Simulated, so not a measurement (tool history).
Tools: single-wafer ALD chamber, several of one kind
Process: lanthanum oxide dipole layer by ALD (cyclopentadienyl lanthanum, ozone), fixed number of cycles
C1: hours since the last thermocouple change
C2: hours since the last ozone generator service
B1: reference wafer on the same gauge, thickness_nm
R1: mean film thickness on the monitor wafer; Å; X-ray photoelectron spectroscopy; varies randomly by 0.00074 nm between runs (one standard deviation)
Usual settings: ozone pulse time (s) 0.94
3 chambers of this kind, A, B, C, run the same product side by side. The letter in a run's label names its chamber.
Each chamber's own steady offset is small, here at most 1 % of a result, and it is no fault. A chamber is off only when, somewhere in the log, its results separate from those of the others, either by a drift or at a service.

run 1C hour=12.2 | ozone_pulse_time_(s)=0.94 | C1=2116 C2=870.2 | B1=0.56118 | R1=4.9202
run 2A hour=24.1 | ozone_pulse_time_(s)=0.94 | C1=178.7 C2=592.8 | B1=0.56125 | R1=4.8774
run 3B hour=38.3 | ozone_pulse_time_(s)=0.94 | C1=1118.6 C2=317.8 | B1=0.56154 | R1=4.8811
run 4C hour=45.7 | ozone_pulse_time_(s)=0.94 | C1=2149.5 C2=903.7 | B1=0.56163 | R1=4.929
run 5B hour=56.6 | ozone_pulse_time_(s)=0.94 | C1=1136.9 C2=336.1 | B1=0.56182 | R1=4.8882
run 6A hour=65.5 | ozone_pulse_time_(s)=0.94 | C1=220.1 C2=634.2 | B1=0.56172 | R1=4.877
run 7C hour=79.7 | ozone_pulse_time_(s)=0.94 | C1=2183.5 C2=937.7 | B1=0.56184 | R1=4.9335
run 8A hour=89.5 | ozone_pulse_time_(s)=0.94 | C1=244.1 C2=658.2 | B1=0.5621 | R1=4.8719
run 9B hour=104.3 | ozone_pulse_time_(s)=0.94 | C1=1184.6 C2=383.8 | B1=0.56206 | R1=4.9046
run 10A hour=113.2 | ozone_pulse_time_(s)=0.94 | C1=267.8 C2=681.9 | B1=0.56229 | R1=4.8938
run 11C hour=119.8 | ozone_pulse_time_(s)=0.94 | C1=2223.6 C2=977.8 | B1=0.56245 | R1=4.9398
run 12B hour=126.5 | ozone_pulse_time_(s)=0.94 | C1=1206.8 C2=406 | B1=0.56225 | R1=4.8782
run 13B hour=137.5 | ozone_pulse_time_(s)=0.64 | C1=1217.8 C2=417 | B1=0.56274 | R1=4.1821
run 14C hour=143.9 | ozone_pulse_time_(s)=0.64 | C1=2247.7 C2=1001.9 | B1=0.56266 | R1=4.2298
run 15A hour=157.7 | ozone_pulse_time_(s)=0.64 | C1=312.3 C2=726.4 | B1=0.56271 | R1=4.1355
run 16C hour=167.7 | ozone_pulse_time_(s)=0.64 | C1=2271.5 C2=1025.7 | B1=0.56293 | R1=4.2197
run 17B hour=179.9 | ozone_pulse_time_(s)=0.64 | C1=1260.2 C2=459.4 | B1=0.56302 | R1=4.1853
run 18A hour=190.8 | ozone_pulse_time_(s)=0.64 | C1=345.4 C2=759.5 | B1=0.56311 | R1=4.1407
run 19C hour=204.2 | ozone_pulse_time_(s)=0.94 | C1=2308 C2=1062.2 | B1=0.56341 | R1=4.9387
run 20B hour=210.8 | ozone_pulse_time_(s)=0.94 | C1=1291.1 C2=490.3 | B1=0.56379 | R1=4.9092
-- hour=217.4 chamber B: thermocouple changed; heater temperature recalibrated
run 21A hour=217.5 | ozone_pulse_time_(s)=0.94 | C1=372.1 C2=786.2 | B1=0.56331 | R1=4.8739
run 22A hour=229.5 | ozone_pulse_time_(s)=0.94 | C1=384.1 C2=798.2 | B1=0.56399 | R1=4.908
run 23C hour=242.4 | ozone_pulse_time_(s)=1.2 | C1=2346.2 C2=1100.4 | B1=0.564 | R1=5.3126
run 24B hour=254.6 | ozone_pulse_time_(s)=1.2 | C1=37.3 C2=534.1 | B1=0.56431 | R1=5.2719
run 25A hour=263 | ozone_pulse_time_(s)=1.2 | C1=417.6 C2=831.7 | B1=0.56396 | R1=5.2476
run 26B hour=272.9 | ozone_pulse_time_(s)=0.94 | C1=55.6 C2=552.4 | B1=0.56417 | R1=4.913
run 27C hour=280.8 | ozone_pulse_time_(s)=0.94 | C1=2384.6 C2=1138.8 | B1=0.5643 | R1=4.944
run 28C hour=290.2 | ozone_pulse_time_(s)=0.94 | C1=2394 C2=1148.2 | B1=0.56416 | R1=4.9444

Is one chamber out of step, is the gauge drifting, or do the chambers differ by no more than their own small offsets? For an off chamber, give its letter and the likeliest cause.

Gauge drift. The chambers move together only on paper, and none stands off.
What lies behind it: gauge reads high (%) = 0.629.
